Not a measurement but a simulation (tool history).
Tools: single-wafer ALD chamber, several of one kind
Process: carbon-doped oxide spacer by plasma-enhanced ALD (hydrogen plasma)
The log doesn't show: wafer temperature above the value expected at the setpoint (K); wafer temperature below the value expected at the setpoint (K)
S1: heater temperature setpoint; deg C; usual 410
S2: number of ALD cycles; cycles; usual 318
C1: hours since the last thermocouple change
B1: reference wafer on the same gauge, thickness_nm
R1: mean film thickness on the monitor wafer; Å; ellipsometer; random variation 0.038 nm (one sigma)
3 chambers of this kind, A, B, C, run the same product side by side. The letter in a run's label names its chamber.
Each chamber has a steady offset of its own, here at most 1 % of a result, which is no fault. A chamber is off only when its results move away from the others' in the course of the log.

run	day	S1	S2	C1	B1	R1
1A	0.525	410	318	1918	13.098	154.51
2B	1.033	410	318	997.6	13.094	155.37
3C	1.588	410	318	1510.2	13.108	155.69
4C	2.138	410	318	1523.4	13.093	155.72
5A	2.562	410	318	1966.9	13.096	155.44
6B	3.004	410	318	1044.9	13.111	155.9
7A	3.404	410	318	1987.1	13.103	154.71
# day 3.596: chamber B: thermocouple changed; heater temperature recalibrated
8B	3.804	410	318	5.1	13.101	155.66
9C	4.158	410	318	1571.9	13.097	155.5
10B	4.454	421	318	20.7	13.107	150.97
11C	4.775	421	318	1586.7	13.102	150.49
12A	5.138	421	318	2028.7	13.1	149.44
13C	5.483	410	318	1603.7	13.093	155.86
14A	5.912	410	318	2047.3	13.102	154.19
15B	6.167	410	318	61.8	13.096	155.82
16C	6.567	410	318	1629.7	13.111	155.29
17A	7.079	410	260	2075.3	13.103	126.89
18B	7.483	410	260	93.4	13.104	127.06
19C	7.9	410	260	1661.7	13.103	126.91
20B	8.433	410	318	116.2	13.098	154.83
21A	8.821	410	318	2117.1	13.099	154.69
22B	9.108	410	318	132.4	13.099	155.4
23A	9.629	410	318	2136.5	13.095	155.21
24C	9.908	410	318	1709.9	13.092	155.37
25A	10.158	410	318	2149.2	13.105	155.11

All 3 chambers run these settings next. Forecast each chamber's results:
26A	10.562	410	318			?
26B	10.562	410	318			?
26C	10.562	410	318			?

run	R1
26A	155.3
26B	155.56
26C	155.07

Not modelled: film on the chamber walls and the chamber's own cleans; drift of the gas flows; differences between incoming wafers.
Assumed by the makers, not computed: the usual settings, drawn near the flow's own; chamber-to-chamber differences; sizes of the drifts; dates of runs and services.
